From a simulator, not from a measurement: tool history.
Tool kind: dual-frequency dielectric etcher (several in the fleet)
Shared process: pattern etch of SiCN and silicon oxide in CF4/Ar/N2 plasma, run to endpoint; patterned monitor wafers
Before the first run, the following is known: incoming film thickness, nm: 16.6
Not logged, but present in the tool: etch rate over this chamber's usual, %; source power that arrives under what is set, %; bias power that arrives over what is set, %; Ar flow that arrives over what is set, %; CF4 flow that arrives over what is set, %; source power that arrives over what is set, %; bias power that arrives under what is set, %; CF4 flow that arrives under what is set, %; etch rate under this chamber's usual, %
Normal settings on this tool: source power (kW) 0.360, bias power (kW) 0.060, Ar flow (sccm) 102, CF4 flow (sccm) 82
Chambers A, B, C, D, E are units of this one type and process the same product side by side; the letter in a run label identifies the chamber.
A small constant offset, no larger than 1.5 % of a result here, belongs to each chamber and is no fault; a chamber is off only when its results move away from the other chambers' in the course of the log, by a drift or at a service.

run,hour,source power (kW),bias power (kW),Ar flow (sccm),CF4 flow (sccm),hours since the last wet clean,hours since the last source power generator calibration,hours since the last bias power generator calibration,hours since the last Ar flow controller change,hours since the last CF4 flow controller change,endpoint time (s)
1C,14.9,0.360,0.060,102,82,316.8,601.7,1040.2,1669.9,1777.8,24.856
2D,26.6,0.360,0.060,102,82,430.1,967.3,1238.7,949.3,651.9,24.522
3E,34.4,0.360,0.060,102,82,200.0,213.4,2731.9,2657.2,673.0,24.576
4A,42.7,0.360,0.060,102,82,405.6,51.0,1687.4,946.1,3853.4,24.585
5B,54.2,0.360,0.060,102,82,348.6,273.4,512.9,1563.7,2406.5,24.412
# hour 61.9: chamber B: wet clean of the chamber
6C,65.4,0.360,0.060,102,82,367.3,652.2,1090.7,1720.4,1828.3,24.712
7D,79.4,0.360,0.060,102,82,482.9,1020.1,1291.5,1002.1,704.7,24.559
# hour 88.2: chamber D: wet clean of the chamber
8B,90.1,0.320,0.060,121,82,28.3,309.3,548.8,1599.6,2442.4,27.862
9E,96.5,0.320,0.060,121,82,262.1,275.5,2794.0,2719.3,735.1,28.053
10A,111.5,0.320,0.060,121,82,474.4,119.8,1756.2,1014.9,3922.2,27.846
11E,120.7,0.320,0.060,121,82,286.3,299.7,2818.2,2743.5,759.3,28.192
12C,131.4,0.320,0.060,121,82,433.3,718.2,1156.7,1786.4,1894.3,28.212
13A,145.6,0.360,0.060,102,82,508.5,153.9,1790.3,1049.0,3956.3,24.413
14D,155.0,0.360,0.060,102,82,66.8,1095.7,1367.1,1077.7,780.3,24.397
# hour 160.3: chamber A: wet clean of the chamber
15B,166.3,0.360,0.060,102,82,104.5,385.5,625.0,1675.8,2518.6,24.476
16B,173.7,0.360,0.060,102,82,111.9,392.9,632.4,1683.2,2526.0,24.562
17C,185.1,0.360,0.060,102,82,487.0,771.9,1210.4,1840.1,1948.0,24.757
# hour 185.6: chamber E: wet clean of the chamber
18E,194.9,0.360,0.060,102,82,9.4,373.9,2892.4,2817.7,833.5,25.454
19D,204.8,0.360,0.060,102,82,116.6,1145.5,1416.9,1127.5,830.1,24.531
20A,213.9,0.360,0.060,102,82,53.6,222.2,1858.6,1117.3,4024.6,24.447
21D,226.4,0.360,0.060,102,82,138.2,1167.1,1438.5,1149.1,851.7,24.354
22C,239.1,0.360,0.060,102,82,541.0,825.9,1264.4,1894.1,2002.0,24.743
23A,249.4,0.360,0.060,102,82,89.1,257.7,1894.1,1152.8,4060.1,24.521
24E,261.4,0.360,0.060,102,82,75.9,440.4,2958.9,2884.2,900.0,25.466
25B,268.7,0.360,0.060,102,82,206.9,487.9,727.4,1778.2,2621.0,24.538
26D,277.9,0.360,0.060,102,82,189.7,1218.6,1490.0,1200.6,903.2,24.600
27C,290.0,0.360,0.060,102,82,591.9,876.8,1315.3,1945.0,2052.9,24.783
# hour 292.2: chamber A: CF4 flow controller replaced
28B,303.6,0.360,0.060,102,82,241.8,522.8,762.3,1813.1,2655.9,24.435
29A,310.5,0.360,0.060,102,82,150.2,318.8,1955.2,1213.9,18.4,24.376
# hour 322.4: chamber C: wet clean of the chamber
30E,323.5,0.410,0.060,102,89,138.0,502.5,3021.0,2946.3,962.1,22.463
31C,330.9,0.410,0.060,102,89,8.6,917.7,1356.2,1985.9,2093.8,21.818
32E,343.7,0.410,0.060,102,89,158.2,522.7,3041.2,2966.5,982.3,22.434
33B,358.4,0.410,0.060,102,89,296.6,577.6,817.1,1867.9,2710.7,21.754
34A,367.7,0.410,0.060,102,89,207.4,376.0,2012.4,1271.1,75.6,21.455
35D,381.2,0.360,0.060,125,82,293.0,1321.9,1593.3,1303.9,1006.5,25.510
36B,392.7,0.360,0.060,125,82,330.9,611.9,851.4,1902.2,2745.0,25.079
37D,406.6,0.360,0.060,125,82,318.4,1347.3,1618.7,1329.3,1031.9,25.392
38C,419.5,0.360,0.060,125,82,97.2,1006.3,1444.8,2074.5,2182.4,25.530
39E,426.1,0.360,0.060,125,82,240.6,605.1,3123.6,3048.9,1064.7,26.295

Each of the 5 chambers runs these same settings next. Fill in every chamber's results:
40A,436.7,0.360,0.060,102,82,,,,,,?
40B,436.7,0.360,0.060,102,82,,,,,,?
40C,436.7,0.360,0.060,102,82,,,,,,?
40D,436.7,0.360,0.060,102,82,,,,,,?
40E,436.7,0.360,0.060,102,82,,,,,,?

run,endpoint time (s)
40A,24.305
40B,24.582
40C,24.800
40D,24.497
40E,25.408
